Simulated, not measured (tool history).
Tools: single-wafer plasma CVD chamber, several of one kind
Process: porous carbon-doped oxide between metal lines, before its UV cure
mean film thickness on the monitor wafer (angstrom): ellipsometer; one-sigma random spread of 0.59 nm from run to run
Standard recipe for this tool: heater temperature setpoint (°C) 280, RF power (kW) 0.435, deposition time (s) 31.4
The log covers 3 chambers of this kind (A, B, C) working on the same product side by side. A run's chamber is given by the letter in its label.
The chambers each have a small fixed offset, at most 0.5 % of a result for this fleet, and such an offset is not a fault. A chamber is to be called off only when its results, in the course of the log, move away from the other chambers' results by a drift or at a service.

run,day,heater temperature setpoint (°C),RF power (kW),deposition time (s),"read-back reference wafer on the same gauge, thickness_nm",mean film thickness on the monitor wafer (angstrom)
1A,0.350,280,0.435,31.4,153.88,1743.3
2C,0.671,280,0.435,31.4,153.99,1739.4
3B,0.846,280,0.435,31.4,153.92,1728.4
4A,1.225,280,0.435,31.4,153.86,1733.2
5C,1.562,280,0.435,31.4,154.15,1725.1
6B,1.804,280,0.435,31.4,154.07,1723.7
7C,1.975,280,0.435,31.4,154.14,1738.9
8A,2.217,280,0.435,31.4,154.06,1732.9
9B,2.496,280,0.435,31.4,153.89,1725.1
10A,2.708,280,0.435,31.4,154.15,1724.5
11B,3.083,280,0.435,31.4,154.05,1741.7
12C,3.446,280,0.435,31.4,153.95,1739.3
13B,3.675,280,0.435,31.4,154.00,1728.4
14C,3.854,280,0.435,31.4,154.05,1736.9
15A,4.062,280,0.435,31.4,154.06,1731.6
16B,4.421,280,0.435,31.4,154.10,1721.1
17C,4.629,272,0.435,26.6,154.00,1562.1
18A,4.921,272,0.435,26.6,154.08,1558.3
19B,5.112,272,0.435,26.6,153.98,1548.8
20C,5.404,270,0.475,31.4,153.92,1985.7
21A,5.771,270,0.475,31.4,154.00,1982.4
22A,5.954,270,0.475,31.4,154.02,1974.3
23B,6.121,291,0.375,31.4,154.05,1438.4
24C,6.442,291,0.375,31.4,153.89,1433.6
25B,6.625,291,0.375,31.4,153.98,1438.4
26A,6.821,280,0.435,31.4,154.05,1728.7
27C,7.175,280,0.435,31.4,153.97,1726.7
28A,7.475,280,0.435,31.4,153.99,1730.8
29C,7.783,280,0.435,31.4,154.04,1718.3

Next, every chamber runs the same settings. What will each give?
30A,8.058,280,0.435,31.4,,?
30B,8.058,280,0.435,31.4,,?
30C,8.058,280,0.435,31.4,,?

run,mean film thickness on the monitor wafer (angstrom)
30A,1736.2
30B,1736.5
30C,1741.7
